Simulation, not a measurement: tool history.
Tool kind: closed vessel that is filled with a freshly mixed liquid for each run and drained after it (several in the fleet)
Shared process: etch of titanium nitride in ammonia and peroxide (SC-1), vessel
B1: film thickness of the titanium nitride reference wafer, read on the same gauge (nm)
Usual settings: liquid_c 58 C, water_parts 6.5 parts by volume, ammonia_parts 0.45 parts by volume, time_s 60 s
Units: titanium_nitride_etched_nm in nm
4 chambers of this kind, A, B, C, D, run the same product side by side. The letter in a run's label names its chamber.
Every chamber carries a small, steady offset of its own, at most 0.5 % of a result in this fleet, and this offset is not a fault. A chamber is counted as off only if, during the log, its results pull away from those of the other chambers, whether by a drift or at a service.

Run 1C, hour 9.8: usual settings; B1 139.97. Result: titanium_nitride_etched_nm 14.200 nm.
Run 2D, hour 16.1: usual settings; B1 140.00. Result: titanium_nitride_etched_nm 14.165 nm.
Run 3B, hour 23.9: usual settings; B1 139.99. Result: titanium_nitride_etched_nm 14.290 nm.
Run 4A, hour 33.4: usual settings; B1 140.03. Result: titanium_nitride_etched_nm 14.240 nm.
Run 5A, hour 43.8: usual settings; B1 140.01. Result: titanium_nitride_etched_nm 14.209 nm.
Run 6C, hour 51.3: usual settings; B1 139.98. Result: titanium_nitride_etched_nm 14.254 nm.
Run 7D, hour 60.7: usual settings; B1 140.00. Result: titanium_nitride_etched_nm 14.181 nm.
Run 8B, hour 65.9: usual settings; B1 140.01. Result: titanium_nitride_etched_nm 14.219 nm.
Run 9D, hour 71.4: usual settings; B1 139.99. Result: titanium_nitride_etched_nm 14.137 nm.
Run 10A, hour 78.6: usual settings; B1 140.04. Result: titanium_nitride_etched_nm 14.269 nm.
Run 11C, hour 84.8: usual settings; B1 140.02. Result: titanium_nitride_etched_nm 14.215 nm.
At hour 85.3: chamber C: thermometer replaced.
Run 12B, hour 94.7: usual settings; B1 139.98. Result: titanium_nitride_etched_nm 14.291 nm.
Run 13C, hour 105.0: usual settings; B1 140.01. Result: titanium_nitride_etched_nm 14.221 nm.
Run 14A, hour 111.6: usual settings; B1 139.96. Result: titanium_nitride_etched_nm 14.194 nm.
Run 15B, hour 116.9: usual settings; B1 140.01. Result: titanium_nitride_etched_nm 14.209 nm.
Run 16D, hour 126.6: usual settings; B1 140.01. Result: titanium_nitride_etched_nm 14.210 nm.
Run 17B, hour 135.8: usual settings; B1 139.97. Result: titanium_nitride_etched_nm 14.281 nm.
Run 18D, hour 141.7: usual settings; B1 140.00. Result: titanium_nitride_etched_nm 14.226 nm.
Run 19C, hour 150.2: usual settings; B1 140.02. Result: titanium_nitride_etched_nm 14.188 nm.
Run 20A, hour 159.5: usual settings; B1 139.99. Result: titanium_nitride_etched_nm 14.171 nm.
Run 21A, hour 168.1: usual settings; B1 139.98. Result: titanium_nitride_etched_nm 14.266 nm.
Run 22C, hour 174.4: usual settings; B1 140.00. Result: titanium_nitride_etched_nm 14.232 nm.
Run 23B, hour 181.4: usual settings; B1 140.03. Result: titanium_nitride_etched_nm 14.290 nm.
Run 24D, hour 189.0: usual settings; B1 140.00. Result: titanium_nitride_etched_nm 14.238 nm.
Run 25C, hour 199.4: usual settings; B1 139.96. Result: titanium_nitride_etched_nm 14.233 nm.
At hour 203.4: chamber B: new drum of ammonia solution connected.
Run 26D, hour 204.6: usual settings but time_s 50 s; B1 139.97. Result: titanium_nitride_etched_nm 11.821 nm.
Run 27B, hour 215.0: usual settings but time_s 50 s; B1 139.96. Result: titanium_nitride_etched_nm 11.921 nm.
Run 28A, hour 221.7: usual settings but time_s 50 s; B1 139.97. Result: titanium_nitride_etched_nm 11.846 nm.
Run 29B, hour 229.9: usual settings but time_s 50 s; B1 140.00. Result: titanium_nitride_etched_nm 11.820 nm.
Run 30D, hour 236.1: usual settings; B1 140.02. Result: titanium_nitride_etched_nm 14.232 nm.
Run 31A, hour 244.9: usual settings; B1 139.97. Result: titanium_nitride_etched_nm 14.335 nm.
Run 32C, hour 252.9: usual settings; B1 140.03. Result: titanium_nitride_etched_nm 14.155 nm.
Run 33D, hour 259.1: usual settings; B1 139.99. Result: titanium_nitride_etched_nm 14.168 nm.
Run 34B, hour 269.1: usual settings; B1 139.98. Result: titanium_nitride_etched_nm 14.290 nm.
Run 35A, hour 279.4: usual settings but water_parts 8.0 parts by volume; B1 140.00. Result: titanium_nitride_etched_nm 12.841 nm.
Run 36C, hour 287.0: usual settings but water_parts 8.0 parts by volume; B1 140.01. Result: titanium_nitride_etched_nm 12.764 nm.
Run 37A, hour 293.1: usual settings but water_parts 8.0 parts by volume; B1 139.99. Result: titanium_nitride_etched_nm 12.929 nm.
Run 38C, hour 302.5: usual settings but water_parts 8.0 parts by volume; B1 139.99. Result: titanium_nitride_etched_nm 12.852 nm.
Run 39B, hour 309.0: usual settings; B1 139.98. Result: titanium_nitride_etched_nm 14.245 nm.
Run 40D, hour 315.4: usual settings but liquid_c 64 C, ammonia_parts 0.35 parts by volume; B1 139.99. Result: titanium_nitride_etched_nm 20.327 nm.
Run 41D, hour 323.0: usual settings but liquid_c 64 C, ammonia_parts 0.35 parts by volume; B1 139.98. Result: titanium_nitride_etched_nm 20.318 nm.

All chambers now run identical settings, listed one chamber a line with results as question marks. What results will each chamber show?
Run 42A, hour 330.5: usual settings. Result: titanium_nitride_etched_nm ?.
Run 42B, hour 330.5: usual settings. Result: titanium_nitride_etched_nm ?.
Run 42C, hour 330.5: usual settings. Result: titanium_nitride_etched_nm ?.
Run 42D, hour 330.5: usual settings. Result: titanium_nitride_etched_nm ?.

run  titanium_nitride_etched_nm
42A                      14.262
42B                      14.306
42C                      14.252
42D                      14.174

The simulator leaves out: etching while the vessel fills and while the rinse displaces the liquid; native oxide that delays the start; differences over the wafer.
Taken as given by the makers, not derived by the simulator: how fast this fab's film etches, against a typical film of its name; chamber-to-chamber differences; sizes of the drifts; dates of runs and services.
